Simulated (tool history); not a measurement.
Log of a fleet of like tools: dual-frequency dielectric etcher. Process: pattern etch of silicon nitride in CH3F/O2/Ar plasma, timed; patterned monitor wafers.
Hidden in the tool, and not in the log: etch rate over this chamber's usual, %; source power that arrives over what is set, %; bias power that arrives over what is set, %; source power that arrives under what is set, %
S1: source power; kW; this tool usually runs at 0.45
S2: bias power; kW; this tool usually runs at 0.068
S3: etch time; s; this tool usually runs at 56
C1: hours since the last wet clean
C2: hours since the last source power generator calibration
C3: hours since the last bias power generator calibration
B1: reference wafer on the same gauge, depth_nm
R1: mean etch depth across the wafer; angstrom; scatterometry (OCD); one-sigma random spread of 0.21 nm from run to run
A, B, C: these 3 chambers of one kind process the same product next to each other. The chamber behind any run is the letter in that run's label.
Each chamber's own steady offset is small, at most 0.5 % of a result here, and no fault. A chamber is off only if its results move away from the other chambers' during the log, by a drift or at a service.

| run | day | S1 | S2 | S3 | C1 | C2 | C3 | B1 | R1 |
|---|---|---|---|---|---|---|---|---|---|
| 1B | 0.65 | 0.45 | 0.068 | 56 | 332 | 439.5 | 2714.5 | 37.203 | 403.05 |
| 2A | 1.312 | 0.45 | 0.068 | 56 | 42.6 | 3631.6 | 443.1 | 37.165 | 406.1 |
| 3C | 1.662 | 0.45 | 0.068 | 56 | 41.1 | 4560.5 | 499.7 | 37.214 | 400.46 |
| 4B | 2.312 | 0.45 | 0.068 | 56 | 371.9 | 479.4 | 2754.4 | 37.235 | 404.84 |
| 5A | 2.638 | 0.45 | 0.068 | 56 | 74.4 | 3663.4 | 474.9 | 37.226 | 405.09 |
| 6C | 2.95 | 0.45 | 0.068 | 56 | 72 | 4591.4 | 530.6 | 37.203 | 398.57 |
| 7A | 3.275 | 0.45 | 0.068 | 56 | 89.7 | 3678.7 | 490.2 | 37.225 | 399.95 |
| 8C | 3.879 | 0.45 | 0.068 | 56 | 94.3 | 4613.7 | 552.9 | 37.153 | 399.1 |
| 9B | 4.267 | 0.45 | 0.068 | 56 | 418.8 | 526.3 | 2801.3 | 37.145 | 401.58 |
| 10A | 4.929 | 0.45 | 0.068 | 56 | 129.4 | 3718.4 | 529.9 | 37.239 | 398.7 |
| 11B | 5.471 | 0.45 | 0.068 | 56 | 447.7 | 555.2 | 2830.2 | 37.197 | 403.44 |
| 12C | 6.117 | 0.45 | 0.068 | 56 | 148 | 4667.4 | 606.6 | 37.17 | 405.94 |
| 13A | 6.425 | 0.45 | 0.068 | 56 | 165.3 | 3754.3 | 565.8 | 37.258 | 399.72 |
| 14B | 6.921 | 0.45 | 0.068 | 56 | 482.5 | 590 | 2865 | 37.224 | 402.61 |
| 15C | 7.45 | 0.45 | 0.068 | 56 | 180 | 4699.4 | 638.6 | 37.138 | 401.19 |
| 16C | 7.846 | 0.45 | 0.056 | 71 | 189.5 | 4708.9 | 648.1 | 37.223 | 480.65 |
| 17A | 8.146 | 0.45 | 0.056 | 71 | 206.6 | 3795.6 | 607.1 | 37.199 | 477.36 |
|  | 8.508 | chamber B: wet clean of the chamber |
| 18B | 8.646 | 0.45 | 0.056 | 71 | 3.3 | 631.4 | 2906.4 | 37.172 | 501.43 |
| 19C | 9.021 | 0.45 | 0.068 | 56 | 217.7 | 4737.1 | 676.3 | 37.219 | 400.62 |
| 20B | 9.525 | 0.45 | 0.068 | 56 | 24.4 | 652.5 | 2927.5 | 37.159 | 420.15 |
| 21A | 10.092 | 0.45 | 0.068 | 65.5 | 253.3 | 3842.3 | 653.8 | 37.218 | 471.1 |
| 22B | 10.45 | 0.45 | 0.068 | 65.5 | 46.6 | 674.7 | 2949.7 | 37.164 | 494.43 |
| 23A | 10.838 | 0.45 | 0.068 | 65.5 | 271.2 | 3860.2 | 671.7 | 37.23 | 470.82 |
|  | 11 | chamber A: source power generator calibrated |
| 24C | 11.492 | 0.51 | 0.084 | 56 | 277 | 4796.4 | 735.6 | 37.169 | 450.55 |
| 25A | 11.908 | 0.51 | 0.084 | 56 | 296.9 | 21.8 | 697.4 | 37.198 | 450.48 |
| 26C | 12.238 | 0.51 | 0.084 | 56 | 294.9 | 4814.3 | 753.5 | 37.213 | 451.75 |
| 27B | 12.808 | 0.45 | 0.068 | 56 | 103.2 | 731.3 | 3006.3 | 37.189 | 421.7 |
| 28B | 13.442 | 0.45 | 0.068 | 56 | 118.4 | 746.5 | 3021.5 | 37.235 | 421.88 |
| 29C | 13.842 | 0.45 | 0.077 | 56 | 333.4 | 4852.8 | 792 | 37.173 | 415.51 |
| 30A | 14.454 | 0.45 | 0.077 | 56 | 358 | 82.9 | 758.5 | 37.234 | 416.45 |
| 31B | 14.9 | 0.45 | 0.077 | 56 | 153.4 | 781.5 | 3056.5 | 37.184 | 444.63 |
| 32A | 15.192 | 0.45 | 0.068 | 56 | 375.7 | 100.6 | 776.2 | 37.135 | 403.42 |
| 33C | 15.846 | 0.45 | 0.068 | 56 | 381.5 | 4900.9 | 840.1 | 37.145 | 399.95 |
| 34A | 16.283 | 0.45 | 0.068 | 56 | 401.9 | 126.8 | 802.4 | 37.272 | 402.99 |

All chambers now run identical settings, listed one chamber a line with results as question marks. What results will each chamber show?
| 35A | 16.771 | 0.45 | 0.053 | 56 |  |  |  |  | ? |
| 35B | 16.771 | 0.45 | 0.053 | 56 |  |  |  |  | ? |
| 35C | 16.771 | 0.45 | 0.053 | 56 |  |  |  |  | ? |

| run | R1 |
|---|---|
| 35A | 374.5 |
| 35B | 386.98 |
| 35C | 366.82 |

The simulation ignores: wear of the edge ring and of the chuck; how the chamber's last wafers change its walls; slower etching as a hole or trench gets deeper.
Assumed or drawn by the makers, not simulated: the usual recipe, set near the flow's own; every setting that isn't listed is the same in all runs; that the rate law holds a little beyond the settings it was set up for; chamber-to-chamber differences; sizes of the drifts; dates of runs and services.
